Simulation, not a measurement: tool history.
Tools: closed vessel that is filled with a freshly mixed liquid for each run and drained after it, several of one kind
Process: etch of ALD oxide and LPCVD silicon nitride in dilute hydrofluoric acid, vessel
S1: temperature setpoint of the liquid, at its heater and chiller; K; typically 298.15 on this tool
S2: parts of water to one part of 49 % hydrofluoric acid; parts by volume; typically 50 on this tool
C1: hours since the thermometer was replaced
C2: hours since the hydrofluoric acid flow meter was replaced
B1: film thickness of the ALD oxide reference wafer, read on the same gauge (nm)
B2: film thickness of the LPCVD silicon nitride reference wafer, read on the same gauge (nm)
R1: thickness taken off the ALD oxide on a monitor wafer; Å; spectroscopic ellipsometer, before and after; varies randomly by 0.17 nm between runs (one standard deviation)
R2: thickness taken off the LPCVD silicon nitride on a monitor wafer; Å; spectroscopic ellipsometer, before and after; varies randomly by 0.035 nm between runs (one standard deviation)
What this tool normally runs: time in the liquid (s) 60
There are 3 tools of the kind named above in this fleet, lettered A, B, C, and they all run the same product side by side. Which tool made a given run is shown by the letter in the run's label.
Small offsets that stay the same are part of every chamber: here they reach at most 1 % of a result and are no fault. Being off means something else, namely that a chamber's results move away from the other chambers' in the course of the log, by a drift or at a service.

{"run": "1B", "day": 0.425, "S1": 298.15, "S2": 50, "time in the liquid (s)": 60, "C1": 608.0, "C2": 120.8, "B1": 29.989, "B2": 130.02, "R1": 174.06, "R2": 6.6948}
{"run": "2A", "day": 0.692, "S1": 298.15, "S2": 50, "time in the liquid (s)": 60, "C1": 249.2, "C2": 274.6, "B1": 29.978, "B2": 130.01, "R1": 174.39, "R2": 6.4669}
{"run": "3C", "day": 1.029, "S1": 298.15, "S2": 50, "time in the liquid (s)": 60, "C1": 535.7, "C2": 85.1, "B1": 29.999, "B2": 129.98, "R1": 178.46, "R2": 6.3499}
{"run": "4C", "day": 1.354, "S1": 298.15, "S2": 50, "time in the liquid (s)": 60, "C1": 543.5, "C2": 92.9, "B1": 30.01, "B2": 130.01, "R1": 176.48, "R2": 5.7803}
{"run": "5A", "day": 1.55, "S1": 298.15, "S2": 50, "time in the liquid (s)": 60, "C1": 269.8, "C2": 295.2, "B1": 30.004, "B2": 130.02, "R1": 177.04, "R2": 5.806}
{"run": "6B", "day": 1.746, "S1": 298.15, "S2": 50, "time in the liquid (s)": 60, "C1": 639.7, "C2": 152.5, "B1": 29.993, "B2": 130.0, "R1": 176.11, "R2": 5.7386}
{"run": "7B", "day": 2.108, "S1": 298.15, "S2": 50, "time in the liquid (s)": 80, "C1": 648.4, "C2": 161.2, "B1": 29.998, "B2": 130.0, "R1": 233.1, "R2": 8.6274}
{"run": "8C", "day": 2.362, "S1": 298.15, "S2": 50, "time in the liquid (s)": 80, "C1": 567.7, "C2": 117.1, "B1": 30.018, "B2": 130.0, "R1": 237.24, "R2": 8.7193}
{"run": "9A", "day": 2.696, "S1": 298.15, "S2": 50, "time in the liquid (s)": 80, "C1": 297.3, "C2": 322.7, "B1": 30.026, "B2": 130.0, "R1": 235.62, "R2": 8.8526}
{"run": "10C", "day": 3.033, "S1": 298.15, "S2": 50, "time in the liquid (s)": 60, "C1": 583.8, "C2": 133.2, "B1": 29.997, "B2": 130.04, "R1": 174.03, "R2": 6.2048}
{"run": "11A", "day": 3.429, "S1": 300.65, "S2": 65, "time in the liquid (s)": 60, "C1": 314.9, "C2": 340.3, "B1": 30.03, "B2": 129.97, "R1": 147.91, "R2": 6.0505}
{"run": "12B", "day": 3.662, "S1": 300.65, "S2": 65, "time in the liquid (s)": 60, "C1": 685.7, "C2": 198.5, "B1": 29.996, "B2": 130.0, "R1": 147.75, "R2": 5.7757}
{"run": "13B", "day": 3.892, "S1": 300.65, "S2": 65, "time in the liquid (s)": 60, "C1": 691.2, "C2": 204.0, "B1": 30.005, "B2": 129.99, "R1": 144.27, "R2": 6.1533}
{"run": "14C", "day": 4.312, "S1": 298.15, "S2": 50, "time in the liquid (s)": 60, "C1": 614.5, "C2": 163.9, "B1": 30.01, "B2": 130.02, "R1": 177.28, "R2": 7.0408}
{"run": "15A", "day": 4.738, "S1": 298.15, "S2": 50, "time in the liquid (s)": 60, "C1": 346.3, "C2": 371.7, "B1": 30.01, "B2": 129.97, "R1": 175.67, "R2": 7.1301}
{"run": "16C", "day": 5.133, "S1": 298.15, "S2": 50, "time in the liquid (s)": 60, "C1": 634.2, "C2": 183.6, "B1": 30.01, "B2": 129.97, "R1": 177.44, "R2": 6.595}
{"run": "17B", "day": 5.425, "S1": 298.15, "S2": 50, "time in the liquid (s)": 60, "C1": 728.0, "C2": 240.8, "B1": 30.005, "B2": 130.03, "R1": 177.43, "R2": 6.4232}
{"run": "18A", "day": 5.75, "S1": 298.15, "S2": 50, "time in the liquid (s)": 60, "C1": 370.6, "C2": 396.0, "B1": 30.005, "B2": 129.99, "R1": 174.49, "R2": 5.8702}
{"run": "19C", "day": 6.004, "S1": 298.15, "S2": 50, "time in the liquid (s)": 60, "C1": 655.1, "C2": 204.5, "B1": 30.008, "B2": 130.01, "R1": 173.83, "R2": 6.1853}
{"run": "20A", "day": 6.238, "S1": 298.15, "S2": 50, "time in the liquid (s)": 60, "C1": 382.3, "C2": 407.7, "B1": 30.022, "B2": 130.0, "R1": 179.35, "R2": 6.5511}
{"run": "21B", "day": 6.429, "S1": 298.15, "S2": 50, "time in the liquid (s)": 60, "C1": 752.1, "C2": 264.9, "B1": 30.009, "B2": 130.0, "R1": 175.81, "R2": 6.854}
{"run": "22A", "day": 6.683, "S1": 298.15, "S2": 50, "time in the liquid (s)": 60, "C1": 393.0, "C2": 418.4, "B1": 29.995, "B2": 130.01, "R1": 178.47, "R2": 6.805}
{"run": "23C", "day": 7.096, "S1": 302.65, "S2": 50, "time in the liquid (s)": 60, "C1": 681.3, "C2": 230.7, "B1": 30.004, "B2": 129.97, "R1": 205.51, "R2": 8.9982}

The same settings go to every chamber for the next run, one line per chamber below. Forecast the results for each:
{"run": "24A", "day": 7.408, "S1": 298.15, "S2": 25, "time in the liquid (s)": 60, "R1": "?", "R2": "?"}
{"run": "24B", "day": 7.408, "S1": 298.15, "S2": 25, "time in the liquid (s)": 60, "R1": "?", "R2": "?"}
{"run": "24C", "day": 7.408, "S1": 298.15, "S2": 25, "time in the liquid (s)": 60, "R1": "?", "R2": "?"}

run=24A R1=371.58 R2=13.5600
run=24B R1=367.23 R2=12.9020
run=24C R1=360.57 R2=12.9760
